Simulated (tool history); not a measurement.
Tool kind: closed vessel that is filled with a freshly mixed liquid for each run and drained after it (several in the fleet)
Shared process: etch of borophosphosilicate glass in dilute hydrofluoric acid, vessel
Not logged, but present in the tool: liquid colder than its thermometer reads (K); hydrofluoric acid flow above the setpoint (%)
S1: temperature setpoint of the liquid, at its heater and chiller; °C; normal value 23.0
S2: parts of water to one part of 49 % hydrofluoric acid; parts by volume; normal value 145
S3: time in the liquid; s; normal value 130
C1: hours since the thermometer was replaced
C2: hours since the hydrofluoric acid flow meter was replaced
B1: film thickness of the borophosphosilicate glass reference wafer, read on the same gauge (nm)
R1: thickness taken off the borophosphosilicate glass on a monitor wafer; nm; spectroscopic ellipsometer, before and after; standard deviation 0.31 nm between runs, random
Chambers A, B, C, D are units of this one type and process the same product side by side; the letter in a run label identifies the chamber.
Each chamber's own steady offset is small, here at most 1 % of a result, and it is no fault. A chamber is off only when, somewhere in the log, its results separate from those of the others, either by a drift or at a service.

| run | day | S1 | S2 | S3 | C1 | C2 | B1 | R1 |
|---|---|---|---|---|---|---|---|---|
| 1C | 0.108 | 23.0 | 145 | 130 | 122.6 | 250.8 | 30.012 | 35.739 |
| 2B | 0.325 | 23.0 | 145 | 130 | 182.6 | 92.8 | 30.017 | 36.098 |
| 3D | 0.508 | 23.0 | 145 | 130 | 689.3 | 301.0 | 29.976 | 36.452 |
| 4A | 0.729 | 23.0 | 145 | 130 | 122.2 | 2333.9 | 30.018 | 36.460 |
| 5B | 0.900 | 23.0 | 145 | 130 | 196.4 | 106.6 | 29.996 | 35.577 |
| 6D | 1.062 | 21.0 | 145 | 130 | 702.6 | 314.3 | 30.006 | 33.627 |
| 7A | 1.212 | 21.0 | 145 | 130 | 133.8 | 2345.5 | 29.962 | 33.303 |
| 8C | 1.412 | 21.0 | 145 | 130 | 153.9 | 282.1 | 30.025 | 33.596 |
| 9C | 1.642 | 21.0 | 145 | 130 | 159.4 | 287.6 | 29.995 | 33.573 |
| 10D | 1.838 | 23.0 | 145 | 130 | 721.2 | 332.9 | 29.958 | 35.871 |
| 11B | 2.075 | 23.0 | 145 | 130 | 224.6 | 134.8 | 30.003 | 35.341 |
| 12A | 2.242 | 23.0 | 145 | 130 | 158.5 | 2370.2 | 30.008 | 36.329 |
| 13A | 2.483 | 23.0 | 145 | 130 | 164.3 | 2376.0 | 29.993 | 35.643 |
| 14C | 2.688 | 27.5 | 195 | 130 | 184.5 | 312.7 | 30.033 | 29.495 |
| 15B | 2.871 | 27.5 | 195 | 130 | 243.7 | 153.9 | 29.992 | 29.771 |
|  | 2.942 | chamber A: hydrofluoric acid flow meter replaced |
| 16D | 3.017 | 27.5 | 195 | 130 | 749.5 | 361.2 | 29.982 | 29.815 |
| 17B | 3.212 | 27.5 | 195 | 130 | 251.9 | 162.1 | 30.000 | 29.582 |
| 18D | 3.450 | 23.0 | 145 | 130 | 759.9 | 371.6 | 30.031 | 36.228 |
| 19C | 3.662 | 23.0 | 145 | 130 | 207.9 | 336.1 | 30.021 | 35.310 |
| 20A | 3.854 | 23.0 | 145 | 130 | 197.2 | 21.9 | 30.002 | 36.169 |
| 21A | 4.008 | 23.0 | 145 | 130 | 200.9 | 25.6 | 29.984 | 35.722 |
| 22C | 4.150 | 23.0 | 145 | 130 | 219.6 | 347.8 | 30.040 | 36.143 |
| 23D | 4.271 | 20.5 | 180 | 130 | 779.6 | 391.3 | 30.021 | 25.246 |
| 24B | 4.400 | 20.5 | 180 | 130 | 280.4 | 190.6 | 29.976 | 25.243 |
| 25B | 4.533 | 20.5 | 180 | 130 | 283.6 | 193.8 | 30.032 | 24.971 |
| 26A | 4.738 | 20.5 | 180 | 130 | 218.4 | 43.1 | 29.993 | 25.466 |
| 27C | 4.867 | 23.0 | 145 | 130 | 236.8 | 365.0 | 30.029 | 36.159 |
| 28D | 5.100 | 23.0 | 145 | 130 | 799.5 | 411.2 | 29.991 | 35.999 |
| 29B | 5.212 | 23.0 | 100 | 205 | 299.9 | 210.1 | 30.000 | 87.169 |
| 30A | 5.392 | 23.0 | 100 | 205 | 234.1 | 58.8 | 30.046 | 88.821 |
| 31D | 5.542 | 23.0 | 100 | 205 | 810.1 | 421.8 | 30.006 | 86.574 |
| 32C | 5.750 | 23.0 | 100 | 205 | 258.0 | 386.2 | 29.962 | 86.822 |
| 33C | 5.988 | 23.0 | 145 | 130 | 263.7 | 391.9 | 30.004 | 35.742 |
| 34D | 6.092 | 23.0 | 145 | 130 | 823.3 | 435.0 | 30.002 | 36.150 |
| 35B | 6.258 | 23.0 | 145 | 130 | 325.0 | 235.2 | 30.055 | 36.105 |
| 36A | 6.500 | 23.0 | 145 | 130 | 260.7 | 85.4 | 29.983 | 36.189 |
| 37D | 6.658 | 23.0 | 145 | 130 | 836.9 | 448.6 | 29.971 | 36.058 |
| 38B | 6.829 | 24.5 | 210 | 130 | 338.7 | 248.9 | 30.006 | 24.549 |
| 39C | 7.029 | 24.5 | 210 | 130 | 288.7 | 416.9 | 29.983 | 24.639 |

Has any chamber moved away from the others, gradually or after a service, or does the common gauge drift, or do the chambers differ only by their own small steady offsets? State the chamber and the most likely cause if one applies.

Beyond each chamber's small constant offset nothing stands out, and the gauge stays steady.
